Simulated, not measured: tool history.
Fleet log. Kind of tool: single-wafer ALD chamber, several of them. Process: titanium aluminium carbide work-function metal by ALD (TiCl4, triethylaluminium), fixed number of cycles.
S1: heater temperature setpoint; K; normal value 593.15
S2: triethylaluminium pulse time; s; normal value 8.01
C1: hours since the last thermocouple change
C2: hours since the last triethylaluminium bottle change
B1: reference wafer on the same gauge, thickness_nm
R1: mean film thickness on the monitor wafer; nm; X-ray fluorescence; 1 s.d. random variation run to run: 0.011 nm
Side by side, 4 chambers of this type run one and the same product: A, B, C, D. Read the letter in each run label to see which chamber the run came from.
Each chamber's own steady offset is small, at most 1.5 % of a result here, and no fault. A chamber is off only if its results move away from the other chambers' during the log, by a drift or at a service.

Run 1C, hour 6.2: usual settings; C1 708.9; C2 942.5; B1 2.1716. Result: R1 2.1084 nm.
Run 2B, hour 14.8: usual settings; C1 842.2; C2 482.8; B1 2.1688. Result: R1 2.1169 nm.
Run 3A, hour 27.3: usual settings; C1 579.6; C2 510.7; B1 2.1684. Result: R1 2.0851 nm.
Run 4D, hour 37.1: usual settings; C1 957.8; C2 570.7; B1 2.1674. Result: R1 2.0923 nm.
Run 5D, hour 44.9: usual settings; C1 965.6; C2 578.5; B1 2.1714. Result: R1 2.0638 nm.
Run 6C, hour 51.3: usual settings; C1 754.0; C2 987.6; B1 2.1678. Result: R1 2.1007 nm.
Run 7A, hour 62.4: usual settings; C1 614.7; C2 545.8; B1 2.1703. Result: R1 2.0883 nm.
Run 8B, hour 70.6: usual settings; C1 898.0; C2 538.6; B1 2.1681. Result: R1 2.0957 nm.
Run 9D, hour 79.5: usual settings; C1 1000.2; C2 613.1; B1 2.1683. Result: R1 2.0624 nm.
Run 10A, hour 91.3: usual settings; C1 643.6; C2 574.7; B1 2.1745. Result: R1 2.0987 nm.
Run 11C, hour 104.8: usual settings; C1 807.5; C2 1041.1; B1 2.1676. Result: R1 2.0927 nm.
Run 12B, hour 118.0: usual settings; C1 945.4; C2 586.0; B1 2.1680. Result: R1 2.1142 nm.
Run 13A, hour 131.0: usual settings; C1 683.3; C2 614.4; B1 2.1701. Result: R1 2.0914 nm.
Run 14B, hour 141.1: usual settings; C1 968.5; C2 609.1; B1 2.1727. Result: R1 2.0990 nm.
Run 15C, hour 148.8: usual settings; C1 851.5; C2 1085.1; B1 2.1704. Result: R1 2.0910 nm.
Run 16D, hour 160.7: usual settings but S1 600.15 K, S2 9.93 s; C1 1081.4; C2 694.3; B1 2.1697. Result: R1 2.2111 nm.
Run 17B, hour 170.9: usual settings but S1 600.15 K, S2 9.93 s; C1 998.3; C2 638.9; B1 2.1685. Result: R1 2.2011 nm.
Run 18A, hour 181.0: usual settings but S1 600.15 K, S2 9.93 s; C1 733.3; C2 664.4; B1 2.1700. Result: R1 2.2442 nm.
Run 19D, hour 192.5: usual settings but S1 600.15 K, S2 9.93 s; C1 1113.2; C2 726.1; B1 2.1723. Result: R1 2.2091 nm.
Run 20C, hour 198.6: usual settings; C1 901.3; C2 1134.9; B1 2.1687. Result: R1 2.0970 nm.
Run 21C, hour 207.3: usual settings; C1 910.0; C2 1143.6; B1 2.1676. Result: R1 2.0784 nm.
Run 22B, hour 215.0: usual settings but S1 606.15 K, S2 10.38 s; C1 1042.4; C2 683.0; B1 2.1693. Result: R1 2.2936 nm.
Run 23A, hour 226.3: usual settings but S1 606.15 K, S2 10.38 s; C1 778.6; C2 709.7; B1 2.1685. Result: R1 2.2877 nm.
Run 24D, hour 237.2: usual settings but S1 606.15 K, S2 10.38 s; C1 1157.9; C2 770.8; B1 2.1705. Result: R1 2.2743 nm.
Run 25A, hour 250.9: usual settings but S1 606.15 K, S2 10.38 s; C1 803.2; C2 734.3; B1 2.1702. Result: R1 2.2862 nm.
Run 26B, hour 257.1: usual settings; C1 1084.5; C2 725.1; B1 2.1706. Result: R1 2.0884 nm.
Run 27C, hour 270.7: usual settings; C1 973.4; C2 1207.0; B1 2.1691. Result: R1 2.1187 nm.
Run 28D, hour 282.5: usual settings; C1 1203.2; C2 816.1; B1 2.1720. Result: R1 2.0966 nm.
Run 29A, hour 295.3: usual settings; C1 847.6; C2 778.7; B1 2.1659. Result: R1 2.0954 nm.
Run 30C, hour 306.9: usual settings but S1 587.15 K, S2 10.32 s; C1 1009.6; C2 1243.2; B1 2.1688. Result: R1 2.1350 nm.
Run 31B, hour 314.7: usual settings but S1 587.15 K, S2 10.32 s; C1 1142.1; C2 782.7; B1 2.1717. Result: R1 2.1398 nm.
Run 32D, hour 325.8: usual settings but S1 587.15 K, S2 10.32 s; C1 1246.5; C2 859.4; B1 2.1714. Result: R1 2.1162 nm.
Run 33B, hour 332.2: usual settings but S1 587.15 K, S2 10.32 s; C1 1159.6; C2 800.2; B1 2.1697. Result: R1 2.1281 nm.
Run 34D, hour 345.7: usual settings; C1 1266.4; C2 879.3; B1 2.1686. Result: R1 2.0750 nm.
At hour 350.3: chamber B: thermocouple changed; heater temperature recalibrated.
Run 35C, hour 352.2: usual settings; C1 1054.9; C2 1288.5; B1 2.1709. Result: R1 2.1132 nm.
Run 36A, hour 365.8: usual settings; C1 918.1; C2 849.2; B1 2.1680. Result: R1 2.0938 nm.
Run 37B, hour 377.0: usual settings; C1 26.8; C2 845.0; B1 2.1706. Result: R1 2.1165 nm.
Run 38C, hour 384.2: usual settings; C1 1086.9; C2 1320.5; B1 2.1702. Result: R1 2.0979 nm.
Run 39D, hour 392.8: usual settings but S2 6.19 s; C1 1313.5; C2 926.4; B1 2.1689. Result: R1 1.9369 nm.

Next, every chamber runs the same settings. What will each give?
Run 40A, hour 402.7: usual settings but S2 5.75 s. Result: R1 ?.
Run 40B, hour 402.7: usual settings but S2 5.75 s. Result: R1 ?.
Run 40C, hour 402.7: usual settings but S2 5.75 s. Result: R1 ?.
Run 40D, hour 402.7: usual settings but S2 5.75 s. Result: R1 ?.

run      R1
40A  1.9218
40B  1.9465
40C  1.9304
40D  1.8974
